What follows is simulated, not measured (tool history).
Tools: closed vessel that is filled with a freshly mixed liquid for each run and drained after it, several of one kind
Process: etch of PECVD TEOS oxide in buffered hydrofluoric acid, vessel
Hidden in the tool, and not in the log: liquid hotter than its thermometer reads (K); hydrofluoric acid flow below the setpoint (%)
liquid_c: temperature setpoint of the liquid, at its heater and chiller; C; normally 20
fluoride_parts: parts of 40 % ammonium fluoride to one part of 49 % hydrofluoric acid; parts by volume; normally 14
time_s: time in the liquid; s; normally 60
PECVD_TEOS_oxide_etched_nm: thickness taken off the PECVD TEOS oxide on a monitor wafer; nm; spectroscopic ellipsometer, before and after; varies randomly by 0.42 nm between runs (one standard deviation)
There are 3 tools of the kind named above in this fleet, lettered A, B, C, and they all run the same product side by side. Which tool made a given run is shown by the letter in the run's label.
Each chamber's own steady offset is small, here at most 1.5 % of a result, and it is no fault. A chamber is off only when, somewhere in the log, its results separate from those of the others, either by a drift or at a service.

run   hour  liquid_c  fluoride_parts  time_s  hours since the thermometer was replaced  hours since the hydrofluoric acid flow meter was replaced  read-back film thickness of the PECVD TEOS oxide reference wafer, read on the same gauge (nm)  PECVD_TEOS_oxide_etched_nm
 1B    4.3        20              14      60                                    2461.3                                                       12.6                                                                                         79.989                      91.062
 2A    6.7        20              14      60                                     431.7                                                     1841.5                                                                                         79.976                      88.647
 3C    9.7        20              14      60                                     181.2                                                      160.4                                                                                         80.027                      88.788
 4B   14.2        20              14      60                                    2471.2                                                       22.5                                                                                             80                      90.162
 5A   17.4        20              14      60                                     442.4                                                     1852.2                                                                                         79.987                      88.134
 6C   20.9        20              14      60                                     192.4                                                      171.6                                                                                         80.018                      89.485
 7C   23.7        20              14      60                                     195.2                                                      174.4                                                                                         80.025                      88.853
 8B   27.6        20              14      60                                    2484.6                                                       35.9                                                                                         79.985                      91.001
 9A   31.3        20              14      60                                     456.3                                                     1866.1                                                                                         79.991                      88.463
      34.9  -- chamber B: thermometer replaced
10A     35        20              14      80                                       460                                                     1869.8                                                                                         79.967                      118.85
11B   39.2        20              14      80                                       4.4                                                       47.5                                                                                         80.045                      120.52
12C   42.4        20              14      80                                     213.9                                                      193.1                                                                                         79.957                      117.06
13A   45.2        24              14      90                                     470.2                                                       1880                                                                                         79.981                      165.94
14B   49.9        24              14      90                                      15.1                                                       58.2                                                                                         79.988                       168.4
15C   54.3        24              14      90                                     225.8                                                        205                                                                                         79.996                       164.7
16B   57.1        20            17.5      75                                      22.3                                                       65.4                                                                                         80.044                       90.61
17C   59.6        20            17.5      75                                     231.1                                                      210.3                                                                                         79.991                      88.552
18A   63.3        20            17.5      75                                     488.3                                                     1898.1                                                                                         80.057                      89.296
19B     66        20              14      60                                      31.2                                                       74.3                                                                                         79.978                      90.092
20A   69.4        20              14      60                                     494.4                                                     1904.2                                                                                         79.982                      88.594
21C   71.6        17              14      75                                     243.1                                                      222.3                                                                                         80.014                       92.65
22A   74.2        17              14      75                                     499.2                                                       1909                                                                                          80.03                      92.763
23C     79        17              14      75                                     250.5                                                      229.7                                                                                         80.033                      91.744
24B     82        20              14      60                                      47.2                                                       90.3                                                                                         79.994                      91.417
25A   85.7        20              14      60                                     510.7                                                     1920.5                                                                                         79.968                      88.753
26B   87.9        20              14      60                                      53.1                                                       96.2                                                                                         79.983                      90.169
27C   90.3        20              14      60                                     261.8                                                        241                                                                                         80.009                      86.514
28B   92.6        20              14      60                                      57.8                                                      100.9                                                                                         80.019                      89.535
29C   97.4        20              14      60                                     268.9                                                      248.1                                                                                         79.999                      86.454
30A    100        20              14      60                                       525                                                     1934.8                                                                                         79.973                       88.14
31C  104.1        22              14      60                                     275.6                                                      254.8                                                                                         80.021                      96.025
32B  106.2        22              14      60                                      71.4                                                      114.5                                                                                         79.995                      100.13
33A  109.7        22              14      60                                     534.7                                                     1944.5                                                                                         79.991                      98.679
34B  114.2        20              14      60                                      79.4                                                      122.5                                                                                         79.968                      90.784
35C  118.7        20              14      60                                     290.2                                                      269.4                                                                                         79.961                      85.717
36A  122.1        20              14      60                                     547.1                                                     1956.9                                                                                         80.029                      87.883
37C  125.5        20              14      60                                       297                                                      276.2                                                                                         79.975                      85.475
38B  128.4        20              14      60                                      93.6                                                      136.7                                                                                         80.008                      90.138
39A  132.5        20              14      60                                     557.5                                                     1967.3                                                                                         79.958                      87.822
40A    135        20              10      60                                       560                                                     1969.8                                                                                         80.029                      123.22
41C    138        20              10      60                                     309.5                                                      288.7                                                                                         80.036                      117.96
42B  140.3        20              10      60                                     105.5                                                      148.6                                                                                          80.01                      124.59
43A  142.5        20              14      60                                     567.5                                                     1977.3                                                                                         80.013                      88.725
44C  145.2        20              14      60                                     316.7                                                      295.9                                                                                         79.997                      84.114

The same settings go to every chamber for the next run, one line per chamber below. Forecast the results for each:
45A  148.7        20              14      60                                                                                                                                                                                                                               ?
45B  148.7        20              14      60                                                                                                                                                                                                                               ?
45C  148.7        20              14      60                                                                                                                                                                                                                               ?

run  PECVD_TEOS_oxide_etched_nm
45A                      88.509
45B                      90.042
45C                       83.86
